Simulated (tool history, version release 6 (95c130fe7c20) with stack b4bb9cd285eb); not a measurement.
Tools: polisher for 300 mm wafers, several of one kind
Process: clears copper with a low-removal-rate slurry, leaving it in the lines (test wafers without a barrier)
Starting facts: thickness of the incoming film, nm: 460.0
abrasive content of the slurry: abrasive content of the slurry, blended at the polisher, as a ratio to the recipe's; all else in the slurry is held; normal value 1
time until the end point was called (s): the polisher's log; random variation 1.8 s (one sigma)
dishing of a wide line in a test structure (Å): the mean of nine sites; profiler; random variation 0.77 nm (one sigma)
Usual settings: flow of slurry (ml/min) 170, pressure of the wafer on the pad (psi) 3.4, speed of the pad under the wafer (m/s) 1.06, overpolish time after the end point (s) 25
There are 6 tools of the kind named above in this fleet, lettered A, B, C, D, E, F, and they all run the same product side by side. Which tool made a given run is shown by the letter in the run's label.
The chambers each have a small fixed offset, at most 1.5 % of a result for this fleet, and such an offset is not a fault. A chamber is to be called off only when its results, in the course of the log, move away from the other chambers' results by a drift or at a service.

run	day	flow of slurry (ml/min)	pressure of the wafer on the pad (psi)	speed of the pad under the wafer (m/s)	abrasive content of the slurry	overpolish time after the end point (s)	wafers polished on this pad	hours since the slurry nozzle was cleaned	hours since the head pressure was calibrated	hours since the slurry blender was calibrated	time until the end point was called (s)	dishing of a wide line in a test structure (Å)
1E	0.246	170	3.4	1.06	1	25	865	702.5	698.7	100.7	141.7	373.7
2B	0.567	170	3.4	1.06	1	25	306	833.8	583.3	21.5	147.23	380.57
# day 0.812: chamber B: slurry nozzle cleaned
3C	0.812	170	3.4	1.06	1	25	967	78.4	699.3	63.4	145.1	374.02
# day 1.008: chamber E: slurry nozzle cleaned
4A	1.117	170	3.4	1.06	1	25	500	137.8	835.3	70.5	143.96	390.8
5F	1.3	170	3.4	1.06	1	25	1153	152.6	125.6	122.9	144.72	380.22
6D	1.583	170	3.4	1.06	1	25	1072	211.4	464.4	94.2	145.03	369.72
# day 1.675: chamber D: worn pad replaced by a new one
# day 1.817: chamber A: head pressure recalibrated
7C	1.854	170	3.4	1.06	1	25	1213	103.4	724.3	88.4	143.33	374.9
# day 1.871: chamber C: worn pad replaced by a new one
8B	2.012	170	3.4	1.06	1	25	648	28.9	618	56.2	146.88	381.57
# day 2.075: chamber F: worn pad replaced by a new one
# day 2.242: chamber B: worn pad replaced by a new one
9A	2.267	135	3.4	1.06	1	33	772	165.4	10.9	98.1	150.19	438.57
10D	2.571	135	3.4	1.06	1	33	212	235.1	488.1	117.9	151.79	438.35
# day 2.658: chamber A: slurry blender recalibrated
11F	2.738	135	3.4	1.06	1	33	156	187.1	160.1	157.4	151.7	429.7
# day 2.842: chamber A: worn pad replaced by a new one
12E	3.062	135	3.4	1.06	1	33	1531	49.4	766.3	168.3	151.31	418.56
13D	3.362	135	3.4	1.06	1	33	399	254.1	507.1	136.9	151.6	425.94
14B	3.667	135	3.4	1.06	1	33	337	68.6	657.7	95.9	151.7	411.6
# day 3.704: chamber C: head pressure recalibrated
15E	3.829	170	3.4	1.06	1	25	1713	67.8	784.7	186.7	147.62	370.37
16A	4.162	170	3.4	1.06	1	25	312	210.9	56.4	36.1	148.1	371.98
# day 4.3: chamber B: head pressure recalibrated
17C	4.412	170	4.3	1.06	1	25	601	164.8	17.1	149.8	114.09	432.62
# day 4.517: chamber F: slurry blender recalibrated
18F	4.604	170	4.3	1.06	1	25	598	231.9	204.9	2.2	117.36	430.26
19E	4.821	170	4.3	1.06	1	25	1947	91.6	808.5	210.5	116.91	438.72
20D	5.129	170	4.3	1.06	1	25	817	296.5	549.5	179.3	117.85	428.08
21A	5.412	170	4.3	1.06	1	25	608	240.9	86.4	66.1	116.79	422.32
# day 5.662: chamber B: worn pad replaced by a new one
22C	5.679	170	4.3	1.06	1	25	901	195.2	47.5	180.2	115.17	428.12
23F	5.967	170	3.4	1.06	1	11	921	264.6	237.6	34.9	144.55	227.6
# day 6.192: chamber A: worn pad replaced by a new one
24B	6.267	170	3.4	1.06	1	11	143	131	47.2	158.3	148.1	224.05
# day 6.454: chamber D: worn pad replaced by a new one
25F	6.604	170	3.4	1.06	1	11	1071	279.9	252.9	50.2	144.01	230.71
26C	6.783	170	3.4	1.06	1	11	1162	221.7	74	206.7	144.55	216.56
27D	6.958	170	3.4	1.06	1	11	119	340.4	593.4	223.2	147.36	220.24
# day 7.042: chamber C: slurry blender recalibrated
# day 7.05: chamber F: worn pad replaced by a new one
28A	7.217	170	3.4	1.06	1	11	243	284.2	129.7	109.4	145.18	221.85
29E	7.388	170	2.7	0.74	1	25	2555	153.2	870.1	272.1	277.18	236.93
# day 7.483: chamber C: worn pad replaced by a new one
30B	7.558	170	2.7	0.74	1	25	449	162	78.2	189.3	260.74	263.99
31E	7.742	170	2.7	0.74	1	25	2638	161.7	878.6	280.6	281.52	234.2
32A	8.033	170	2.7	0.74	1	25	436	303.8	149.3	129	257.88	258.56
33D	8.283	170	2.7	0.74	1	25	433	372.2	625.2	255	268.23	256.55
34B	8.525	170	2.7	0.74	1	25	678	185.2	101.4	212.5	269.93	261.01
35F	8.729	140	3.4	1.06	1	25	397	330.9	303.9	101.2	152.3	363.57
# day 8.762: chamber D: slurry blender recalibrated
36C	9.042	140	3.4	1.06	1	25	369	275.9	128.2	48.1	151.65	377.76
# day 9.217: chamber D: slurry nozzle cleaned
37D	9.325	140	3.4	1.06	1	25	679	2.6	650.2	13.6	148.03	363.28
38C	9.588	140	3.4	1.06	1	25	498	289	141.3	61.2	153.85	361.44
39E	9.879	140	3.4	1.06	1	25	3144	213	929.9	331.9	164.14	345.39

Does one chamber stand apart from the rest, does the shared gauge drift, or is all well apart from small per-chamber offsets? Give the chamber and the most likely cause, where there is one.

Chamber E drifts away from the others.
What lies behind it: removal rate lost through wear of the pad, % = 9.67.
The log might look much the same if the cause were instead: slurry flow missing at the pad, %; head's pressure below its setpoint, %; abrasive missing from the slurry, %.

Below are 4 candidate recipes for chamber E's next run, each the usual settings with a change, their results shown as question marks. Which of them brings E's results back in line with what the other chambers give on the usual settings?
A result is in line if it is within this distance of the other chambers' mean on the usual settings: time until the end point was called (s) 6.4; dishing of a wide line in a test structure (Å) 27
40E-1	10.125	170	3.7	1.16	1	25					?	?
40E-2	10.125	170	3.3	1.02	1	25					?	?
40E-3	10.125	170	3.1	0.96	1	25					?	?
40E-4	10.125	170	3.6	1.1	1	26					?	?

The other chambers' mean on the usual settings: time until the end point was called (s) 145.49; dishing of a wide line in a test structure (Å) 377.66
run	time until the end point was called (s)	dishing of a wide line in a test structure (Å)
40E-1	133.23	399.42
40E-2	170.28	347.68
40E-3	192.83	321.63
40E-4	144.52	390.47
The answer is 40E-4, which returns the chamber to within the allowed miss of the others.
